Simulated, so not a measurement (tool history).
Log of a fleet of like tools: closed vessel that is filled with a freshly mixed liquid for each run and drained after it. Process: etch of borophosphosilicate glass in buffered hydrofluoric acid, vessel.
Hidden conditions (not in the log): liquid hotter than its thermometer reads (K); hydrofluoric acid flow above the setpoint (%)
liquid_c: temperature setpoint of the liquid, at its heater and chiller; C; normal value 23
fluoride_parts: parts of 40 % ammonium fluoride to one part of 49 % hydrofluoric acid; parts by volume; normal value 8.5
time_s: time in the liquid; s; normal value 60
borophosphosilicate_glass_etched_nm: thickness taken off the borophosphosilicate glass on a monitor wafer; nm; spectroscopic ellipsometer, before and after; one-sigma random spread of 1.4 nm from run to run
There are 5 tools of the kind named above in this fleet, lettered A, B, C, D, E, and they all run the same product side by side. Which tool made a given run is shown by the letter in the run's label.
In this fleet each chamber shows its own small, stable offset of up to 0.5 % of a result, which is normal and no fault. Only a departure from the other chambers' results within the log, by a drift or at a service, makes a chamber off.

run	hour	liquid_c	fluoride_parts	time_s	hours since the thermometer was replaced	hours since the hydrofluoric acid flow meter was replaced	read-back film thickness of the borophosphosilicate glass reference wafer, read on the same gauge (nm)	borophosphosilicate_glass_etched_nm
1B	8.1	23	8.5	60	650.6	704.9	79.972	224.25
2C	13.1	23	8.5	60	2220.6	375.8	79.99	225.36
3D	17.1	23	8.5	60	271.4	535.5	80.014	227.1
4E	21.8	23	8.5	60	1520.2	257.8	79.989	224.12
5A	27.2	23	8.5	60	702.9	44.4	80.03	226.46
6E	34.5	23	8.5	60	1532.9	270.5	79.972	224.72
7C	41.7	23	8.5	60	2249.2	404.4	80.007	224.42
8A	50.2	23	8.5	60	725.9	67.4	79.997	225.7
9D	58.9	23	8.5	60	313.2	577.3	80.04	227.69
# hour 64.6: chamber C: thermometer replaced
10B	67.4	23	8.5	60	709.9	764.2	79.993	226.14
11A	74	21.5	12	60	749.7	91.2	80.037	152.69
12D	81.5	21.5	12	60	335.8	599.9	80.001	152.59
13C	88.3	21.5	12	60	23.7	451	80.007	152.82
14B	96.6	21.5	12	60	739.1	793.4	79.987	155.13
15E	103.9	21.5	12	60	1602.3	339.9	80.005	150.96
16E	110.9	23	8.5	60	1609.3	346.9	79.985	223.35
17A	117.8	23	8.5	60	793.5	135	79.987	226.57
18C	125.6	23	8.5	60	61	488.3	79.997	222.74
19B	133.1	23	8.5	60	775.6	829.9	80.021	236.38
20D	137	23	8.5	60	391.3	655.4	80.035	226.94
21D	142	23	8.5	60	396.3	660.4	80.026	227.35
22C	148.5	23	8.5	60	83.9	511.2	80.023	225.65
23A	154	23	6.5	40	829.7	171.2	80.03	198.81
24B	161.2	23	6.5	40	803.7	858	79.985	212.1
25E	165.6	23	6.5	40	1664	401.6	79.984	197.87
26D	172.3	23	6.5	40	426.6	690.7	80.003	201.36
27C	178.1	23	6.5	40	113.5	540.8	80.004	196.25
28E	184	23	8.5	60	1682.4	420	80.032	227.89
29A	187.8	23	8.5	60	863.5	205	79.957	228.61
30B	196.2	26	11.5	60	838.7	893	79.992	220.24
31D	202.3	26	11.5	60	456.6	720.7	80.011	204.6

For the next run the whole fleet of 5 chambers uses the same settings. Give each chamber's results:
32A	208.5	23	8.5	60				?
32B	208.5	23	8.5	60				?
32C	208.5	23	8.5	60				?
32D	208.5	23	8.5	60				?
32E	208.5	23	8.5	60				?

run	borophosphosilicate_glass_etched_nm
32A	227.17
32B	245.96
32C	224.4
32D	227.31
32E	223.08
